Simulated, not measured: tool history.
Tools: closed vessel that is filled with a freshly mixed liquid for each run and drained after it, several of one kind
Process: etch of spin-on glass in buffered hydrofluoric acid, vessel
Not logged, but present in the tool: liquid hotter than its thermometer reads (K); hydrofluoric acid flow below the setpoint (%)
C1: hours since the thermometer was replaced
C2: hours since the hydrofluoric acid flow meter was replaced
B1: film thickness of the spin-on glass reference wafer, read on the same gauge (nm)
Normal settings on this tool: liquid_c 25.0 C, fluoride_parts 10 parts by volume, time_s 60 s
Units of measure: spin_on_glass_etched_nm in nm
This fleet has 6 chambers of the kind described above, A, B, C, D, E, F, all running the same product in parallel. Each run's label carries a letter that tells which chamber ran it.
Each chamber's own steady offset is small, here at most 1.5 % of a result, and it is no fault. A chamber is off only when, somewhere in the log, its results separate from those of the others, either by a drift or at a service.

{"run": "1B", "day": 0.254, "liquid_c": 25.0, "fluoride_parts": 10, "time_s": 60, "C1": 197.5, "C2": 1526.9, "B1": 120.0, "spin_on_glass_etched_nm": 194.62}
{"run": "2A", "day": 0.446, "liquid_c": 25.0, "fluoride_parts": 10, "time_s": 60, "C1": 46.5, "C2": 1188.6, "B1": 120.0, "spin_on_glass_etched_nm": 197.56}
{"run": "3C", "day": 0.646, "liquid_c": 25.0, "fluoride_parts": 10, "time_s": 60, "C1": 450.7, "C2": 917.4, "B1": 119.99, "spin_on_glass_etched_nm": 193.12}
{"run": "4D", "day": 0.812, "liquid_c": 25.0, "fluoride_parts": 10, "time_s": 60, "C1": 2127.7, "C2": 1126.0, "B1": 119.98, "spin_on_glass_etched_nm": 192.63}
{"run": "5E", "day": 0.971, "liquid_c": 25.0, "fluoride_parts": 10, "time_s": 60, "C1": 1218.3, "C2": 528.4, "B1": 120.01, "spin_on_glass_etched_nm": 194.49}
{"run": "6F", "day": 1.112, "liquid_c": 25.0, "fluoride_parts": 10, "time_s": 60, "C1": 508.1, "C2": 689.1, "B1": 119.99, "spin_on_glass_etched_nm": 197.23}
{"run": "7B", "day": 1.317, "liquid_c": 25.0, "fluoride_parts": 10, "time_s": 60, "C1": 223.0, "C2": 1552.4, "B1": 119.97, "spin_on_glass_etched_nm": 193.43}
{"run": "8D", "day": 1.521, "liquid_c": 25.0, "fluoride_parts": 10, "time_s": 60, "C1": 2144.7, "C2": 1143.0, "B1": 119.99, "spin_on_glass_etched_nm": 193.52}
{"run": "9E", "day": 1.75, "liquid_c": 25.0, "fluoride_parts": 10, "time_s": 60, "C1": 1237.0, "C2": 547.1, "B1": 120.03, "spin_on_glass_etched_nm": 193.38}
{"run": "10A", "day": 1.888, "liquid_c": 25.0, "fluoride_parts": 10, "time_s": 60, "C1": 81.1, "C2": 1223.2, "B1": 119.99, "spin_on_glass_etched_nm": 194.36}
{"day": 1.967, "done": "chamber C: hydrofluoric acid flow meter replaced"}
{"run": "11F", "day": 2.092, "liquid_c": 25.0, "fluoride_parts": 10, "time_s": 60, "C1": 531.6, "C2": 712.6, "B1": 119.97, "spin_on_glass_etched_nm": 196.26}
{"run": "12C", "day": 2.242, "liquid_c": 25.0, "fluoride_parts": 10, "time_s": 60, "C1": 489.0, "C2": 6.6, "B1": 119.99, "spin_on_glass_etched_nm": 193.38}
{"run": "13B", "day": 2.446, "liquid_c": 25.0, "fluoride_parts": 10, "time_s": 60, "C1": 250.1, "C2": 1579.5, "B1": 120.01, "spin_on_glass_etched_nm": 194.47}
{"run": "14C", "day": 2.679, "liquid_c": 25.0, "fluoride_parts": 10, "time_s": 60, "C1": 499.5, "C2": 17.1, "B1": 119.99, "spin_on_glass_etched_nm": 193.8}
{"run": "15F", "day": 2.892, "liquid_c": 25.0, "fluoride_parts": 10, "time_s": 60, "C1": 550.8, "C2": 731.8, "B1": 120.01, "spin_on_glass_etched_nm": 195.15}
{"run": "16D", "day": 3.121, "liquid_c": 25.0, "fluoride_parts": 10, "time_s": 45, "C1": 2183.1, "C2": 1181.4, "B1": 120.0, "spin_on_glass_etched_nm": 146.18}
{"run": "17E", "day": 3.288, "liquid_c": 25.0, "fluoride_parts": 10, "time_s": 45, "C1": 1273.9, "C2": 584.0, "B1": 120.02, "spin_on_glass_etched_nm": 146.72}
{"run": "18A", "day": 3.45, "liquid_c": 25.0, "fluoride_parts": 10, "time_s": 45, "C1": 118.6, "C2": 1260.7, "B1": 119.98, "spin_on_glass_etched_nm": 147.41}
{"run": "19C", "day": 3.704, "liquid_c": 25.0, "fluoride_parts": 10, "time_s": 45, "C1": 524.1, "C2": 41.7, "B1": 120.01, "spin_on_glass_etched_nm": 146.1}
{"run": "20D", "day": 3.958, "liquid_c": 25.0, "fluoride_parts": 10, "time_s": 45, "C1": 2203.2, "C2": 1201.5, "B1": 119.99, "spin_on_glass_etched_nm": 145.14}
{"run": "21E", "day": 4.229, "liquid_c": 25.0, "fluoride_parts": 10, "time_s": 45, "C1": 1296.5, "C2": 606.6, "B1": 120.03, "spin_on_glass_etched_nm": 145.39}
{"run": "22B", "day": 4.433, "liquid_c": 25.0, "fluoride_parts": 10, "time_s": 60, "C1": 297.8, "C2": 1627.2, "B1": 120.01, "spin_on_glass_etched_nm": 193.86}
{"run": "23A", "day": 4.654, "liquid_c": 25.0, "fluoride_parts": 10, "time_s": 60, "C1": 147.5, "C2": 1289.6, "B1": 119.99, "spin_on_glass_etched_nm": 196.32}
{"run": "24F", "day": 4.908, "liquid_c": 25.0, "fluoride_parts": 10, "time_s": 60, "C1": 599.2, "C2": 780.2, "B1": 120.01, "spin_on_glass_etched_nm": 202.54}
{"run": "25E", "day": 5.033, "liquid_c": 21.5, "fluoride_parts": 10, "time_s": 30, "C1": 1315.8, "C2": 625.9, "B1": 120.01, "spin_on_glass_etched_nm": 79.813}
{"run": "26D", "day": 5.233, "liquid_c": 21.5, "fluoride_parts": 10, "time_s": 30, "C1": 2233.8, "C2": 1232.1, "B1": 119.98, "spin_on_glass_etched_nm": 79.319}
{"run": "27B", "day": 5.471, "liquid_c": 21.5, "fluoride_parts": 10, "time_s": 30, "C1": 322.7, "C2": 1652.1, "B1": 120.02, "spin_on_glass_etched_nm": 79.967}
{"run": "28F", "day": 5.725, "liquid_c": 21.5, "fluoride_parts": 10, "time_s": 30, "C1": 618.8, "C2": 799.8, "B1": 120.0, "spin_on_glass_etched_nm": 83.055}
{"run": "29C", "day": 5.892, "liquid_c": 21.5, "fluoride_parts": 10, "time_s": 30, "C1": 576.6, "C2": 94.2, "B1": 119.98, "spin_on_glass_etched_nm": 79.761}
{"run": "30A", "day": 6.142, "liquid_c": 21.5, "fluoride_parts": 10, "time_s": 30, "C1": 183.2, "C2": 1325.3, "B1": 119.98, "spin_on_glass_etched_nm": 80.705}
{"run": "31C", "day": 6.329, "liquid_c": 25.0, "fluoride_parts": 10, "time_s": 60, "C1": 587.1, "C2": 104.7, "B1": 120.02, "spin_on_glass_etched_nm": 194.7}
{"run": "32B", "day": 6.546, "liquid_c": 21.0, "fluoride_parts": 10, "time_s": 60, "C1": 348.5, "C2": 1677.9, "B1": 120.0, "spin_on_glass_etched_nm": 157.91}
{"run": "33A", "day": 6.783, "liquid_c": 21.0, "fluoride_parts": 10, "time_s": 60, "C1": 198.6, "C2": 1340.7, "B1": 120.02, "spin_on_glass_etched_nm": 156.82}
{"run": "34F", "day": 7.058, "liquid_c": 21.0, "fluoride_parts": 10, "time_s": 60, "C1": 650.8, "C2": 831.8, "B1": 119.98, "spin_on_glass_etched_nm": 167.93}
{"run": "35D", "day": 7.296, "liquid_c": 21.0, "fluoride_parts": 10, "time_s": 60, "C1": 2283.3, "C2": 1281.6, "B1": 119.99, "spin_on_glass_etched_nm": 154.49}
{"day": 7.304, "done": "chamber D: hydrofluoric acid flow meter replaced"}
{"run": "36E", "day": 7.425, "liquid_c": 21.0, "fluoride_parts": 10, "time_s": 60, "C1": 1373.2, "C2": 683.3, "B1": 119.98, "spin_on_glass_etched_nm": 156.57}
{"run": "37F", "day": 7.583, "liquid_c": 21.0, "fluoride_parts": 10, "time_s": 60, "C1": 663.4, "C2": 844.4, "B1": 119.98, "spin_on_glass_etched_nm": 169.14}
{"run": "38D", "day": 7.767, "liquid_c": 25.0, "fluoride_parts": 10, "time_s": 60, "C1": 2294.6, "C2": 11.2, "B1": 119.95, "spin_on_glass_etched_nm": 192.59}
{"run": "39A", "day": 8.029, "liquid_c": 25.0, "fluoride_parts": 10, "time_s": 60, "C1": 228.5, "C2": 1370.6, "B1": 120.02, "spin_on_glass_etched_nm": 196.72}

Read the log: is a single chamber off, either drifting away or since a service, is the gauge that measures every chamber drifting, or is nothing wrong beyond small per-chamber offsets? Name any odd chamber and what most likely caused it.

It is chamber F that slowly wanders off from its peers.
Most likely cause: liquid hotter than its thermometer reads (K) = 1.48.
With only this log, it may be confused with: hydrofluoric acid flow above the setpoint (%).

Which of the 4 candidates below, each the usual settings with something changed and its results left as question marks, puts chamber F back in line with what the other chambers give on the usual settings?
In line means no further than this from the other chambers' mean on the usual settings: spin_on_glass_etched_nm 4.700 nm
{"run": "40F-1", "day": 8.233, "liquid_c": 25.0, "fluoride_parts": 10, "time_s": 55, "spin_on_glass_etched_nm": "?"}
{"run": "40F-2", "day": 8.233, "liquid_c": 24.0, "fluoride_parts": 10, "time_s": 60, "spin_on_glass_etched_nm": "?"}
{"run": "40F-3", "day": 8.233, "liquid_c": 25.0, "fluoride_parts": 10, "time_s": 65, "spin_on_glass_etched_nm": "?"}
{"run": "40F-4", "day": 8.233, "liquid_c": 26.0, "fluoride_parts": 10, "time_s": 60, "spin_on_glass_etched_nm": "?"}

What the other chambers average on the usual settings: spin_on_glass_etched_nm 194.220 nm
run=40F-1 spin_on_glass_etched_nm=194.530
run=40F-2 spin_on_glass_etched_nm=201.310
run=40F-3 spin_on_glass_etched_nm=229.900
run=40F-4 spin_on_glass_etched_nm=223.750
It is 40F-1 that realigns the chamber with its peers.

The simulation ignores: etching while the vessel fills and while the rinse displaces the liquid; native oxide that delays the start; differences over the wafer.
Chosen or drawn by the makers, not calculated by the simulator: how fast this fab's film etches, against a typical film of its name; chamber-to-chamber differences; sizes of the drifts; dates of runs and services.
